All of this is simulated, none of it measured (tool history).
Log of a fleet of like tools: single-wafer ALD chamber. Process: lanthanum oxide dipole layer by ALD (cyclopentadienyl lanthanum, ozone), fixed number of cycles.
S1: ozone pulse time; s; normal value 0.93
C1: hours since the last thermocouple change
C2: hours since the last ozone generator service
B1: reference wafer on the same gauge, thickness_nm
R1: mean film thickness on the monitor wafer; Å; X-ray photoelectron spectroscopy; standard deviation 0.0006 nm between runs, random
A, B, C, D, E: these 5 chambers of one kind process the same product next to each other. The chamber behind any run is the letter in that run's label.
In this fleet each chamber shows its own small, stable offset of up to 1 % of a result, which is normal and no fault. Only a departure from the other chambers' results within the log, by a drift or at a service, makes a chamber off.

Run 1D, hour 6.1: usual settings; C1 275.1; C2 849.5; B1 0.46598. Result: R1 4.8957 Å.
Run 2E, hour 13.5: usual settings; C1 311.6; C2 270.7; B1 0.46574. Result: R1 4.9014 Å.
Run 3A, hour 18.3: usual settings; C1 377.2; C2 623.7; B1 0.46572. Result: R1 4.8610 Å.
Run 4C, hour 23.9: usual settings; C1 59.3; C2 247.2; B1 0.46579. Result: R1 4.9131 Å.
Run 5B, hour 30.9: usual settings; C1 1094.7; C2 236.3; B1 0.46566. Result: R1 4.8408 Å.
Run 6E, hour 38.0: usual settings; C1 336.1; C2 295.2; B1 0.46556. Result: R1 4.9000 Å.
Run 7B, hour 45.4: usual settings; C1 1109.2; C2 250.8; B1 0.46542. Result: R1 4.8311 Å.
Run 8C, hour 54.1: usual settings; C1 89.5; C2 277.4; B1 0.46534. Result: R1 4.8990 Å.
Run 9D, hour 60.1: usual settings; C1 329.1; C2 903.5; B1 0.46544. Result: R1 4.8906 Å.
Run 10A, hour 67.8: usual settings; C1 426.7; C2 673.2; B1 0.46528. Result: R1 4.8615 Å.
Run 11A, hour 72.3: usual settings; C1 431.2; C2 677.7; B1 0.46527. Result: R1 4.8534 Å.
Run 12B, hour 81.1: usual settings; C1 1144.9; C2 286.5; B1 0.46503. Result: R1 4.8315 Å.
Run 13C, hour 88.1: usual settings but S1 1.24 s; C1 123.5; C2 311.4; B1 0.46504. Result: R1 5.3054 Å.
Run 14D, hour 94.7: usual settings but S1 1.24 s; C1 363.7; C2 938.1; B1 0.46525. Result: R1 5.3025 Å.
Run 15E, hour 101.5: usual settings but S1 1.24 s; C1 399.6; C2 358.7; B1 0.46491. Result: R1 5.2959 Å.
Run 16D, hour 106.0: usual settings but S1 1.24 s; C1 375.0; C2 949.4; B1 0.46493. Result: R1 5.3059 Å.
Run 17E, hour 110.2: usual settings but S1 1.24 s; C1 408.3; C2 367.4; B1 0.46498. Result: R1 5.3066 Å.
Run 18B, hour 115.8: usual settings; C1 1179.6; C2 321.2; B1 0.46471. Result: R1 4.8359 Å.
Run 19C, hour 121.4: usual settings; C1 156.8; C2 344.7; B1 0.46478. Result: R1 4.8962 Å.
Run 20A, hour 130.1: usual settings; C1 489.0; C2 735.5; B1 0.46449. Result: R1 4.8526 Å.
Run 21B, hour 134.8: usual settings; C1 1198.6; C2 340.2; B1 0.46455. Result: R1 4.8208 Å.
Run 22D, hour 139.9: usual settings; C1 408.9; C2 983.3; B1 0.46461. Result: R1 4.8710 Å.
Run 23C, hour 145.4: usual settings but S1 0.64 s; C1 180.8; C2 368.7; B1 0.46443. Result: R1 4.1996 Å.
Run 24E, hour 151.3: usual settings but S1 0.64 s; C1 449.4; C2 408.5; B1 0.46431. Result: R1 4.1774 Å.
Run 25A, hour 158.9: usual settings but S1 0.64 s; C1 517.8; C2 764.3; B1 0.46432. Result: R1 4.1398 Å.
Run 26C, hour 166.0: usual settings but S1 0.64 s; C1 201.4; C2 389.3; B1 0.46422. Result: R1 4.1991 Å.
Run 27D, hour 170.2: usual settings but S1 0.64 s; C1 439.2; C2 1013.6; B1 0.46417. Result: R1 4.1560 Å.
Run 28E, hour 179.1: usual settings; C1 477.2; C2 436.3; B1 0.46416. Result: R1 4.8840 Å.
Run 29A, hour 186.4: usual settings; C1 545.3; C2 791.8; B1 0.46412. Result: R1 4.8473 Å.
Run 30B, hour 192.3: usual settings but S1 1.27 s; C1 1256.1; C2 397.7; B1 0.46384. Result: R1 5.2432 Å.
Run 31D, hour 199.0: usual settings but S1 1.27 s; C1 468.0; C2 1042.4; B1 0.46394. Result: R1 5.3096 Å.
Run 32C, hour 206.0: usual settings but S1 1.27 s; C1 241.4; C2 429.3; B1 0.46379. Result: R1 5.3263 Å.
Run 33A, hour 211.3: usual settings but S1 1.27 s; C1 570.2; C2 816.7; B1 0.46384. Result: R1 5.2822 Å.
Run 34E, hour 217.5: usual settings but S1 1.27 s; C1 515.6; C2 474.7; B1 0.46374. Result: R1 5.3281 Å.

Which is it: a chamber that has drifted or been left off by a service, a gauge drift common to all chambers, or only each chamber's usual small offset? If a chamber is off, name it and its likeliest cause.

The shared gauge is drifting. All chambers look as if they move in step, but none is off.
Likeliest cause: gauge reads low (%) = 0.506.
